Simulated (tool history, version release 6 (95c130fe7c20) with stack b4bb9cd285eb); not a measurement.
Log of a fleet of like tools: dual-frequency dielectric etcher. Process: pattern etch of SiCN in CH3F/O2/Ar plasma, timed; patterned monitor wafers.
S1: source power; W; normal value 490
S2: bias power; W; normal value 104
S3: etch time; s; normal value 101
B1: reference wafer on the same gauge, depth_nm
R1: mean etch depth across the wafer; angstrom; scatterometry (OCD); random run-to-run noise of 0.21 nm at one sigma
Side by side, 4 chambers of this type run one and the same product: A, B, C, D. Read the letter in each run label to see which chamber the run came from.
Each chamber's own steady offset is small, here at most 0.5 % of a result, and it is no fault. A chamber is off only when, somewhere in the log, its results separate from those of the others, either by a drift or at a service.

run,hour,S1,S2,S3,B1,R1
1B,11.4,490,104,101,49.065,466.33
# hour 14.3: chamber C: wet clean of the chamber
2A,22.5,490,104,101,48.947,466.66
# hour 29.6: chamber D: wet clean of the chamber
3C,30.7,490,104,101,49.037,464.87
4D,41.5,490,104,101,48.998,471.71
5C,53.4,490,104,101,48.994,464.77
6A,65.2,490,104,101,48.931,467.66
7B,73.1,490,104,101,49.043,474.59
8D,80.5,490,104,101,49.016,467.53
9D,86.7,490,104,101,49.02,468.62
10A,99.1,490,104,101,49.052,467.11
11C,108.4,490,104,101,48.95,461.47
12B,114,490,104,101,48.979,473.28
# hour 117.8: chamber C: source power generator calibrated
13C,119.6,490,104,101,49.06,464.3
14D,130.4,490,104,101,48.995,469.55
15B,141.2,490,104,101,49.026,470.5
16A,149.9,490,104,101,49.022,465.17
# hour 160.6: chamber B: source power generator calibrated
17D,160.7,490,104,101,49.024,469.51
# hour 170.5: chamber A: wet clean of the chamber
18B,170.8,490,104,101,48.991,470.9
19A,178,490,104,101,48.978,440.37
20C,187.2,490,104,101,49.067,466.18
21D,197.6,490,104,101,49.014,468.14
22A,205.3,490,104,101,48.998,444.15
23C,217.5,490,104,101,48.971,466.05
24B,229.9,490,104,101,49.005,466.95
25C,236.2,490,104,101,48.99,465.38
26A,247.8,490,104,101,49.06,446.17
27B,255.6,490,104,101,49.036,467.76
28D,261.1,490,104,101,49.018,470.68
29D,271.8,490,104,101,48.948,466.79
30A,278.3,490,104,101,49.004,444.1
31B,289.6,490,116,120,48.993,575.28
32C,300.9,490,116,120,48.977,574.81

For the next run the whole fleet of 4 chambers uses the same settings. Give each chamber's results:
33A,309.7,490,104,101,,?
33B,309.7,490,104,101,,?
33C,309.7,490,104,101,,?
33D,309.7,490,104,101,,?

run,R1
33A,445.17
33B,467.55
33C,463.98
33D,467.85
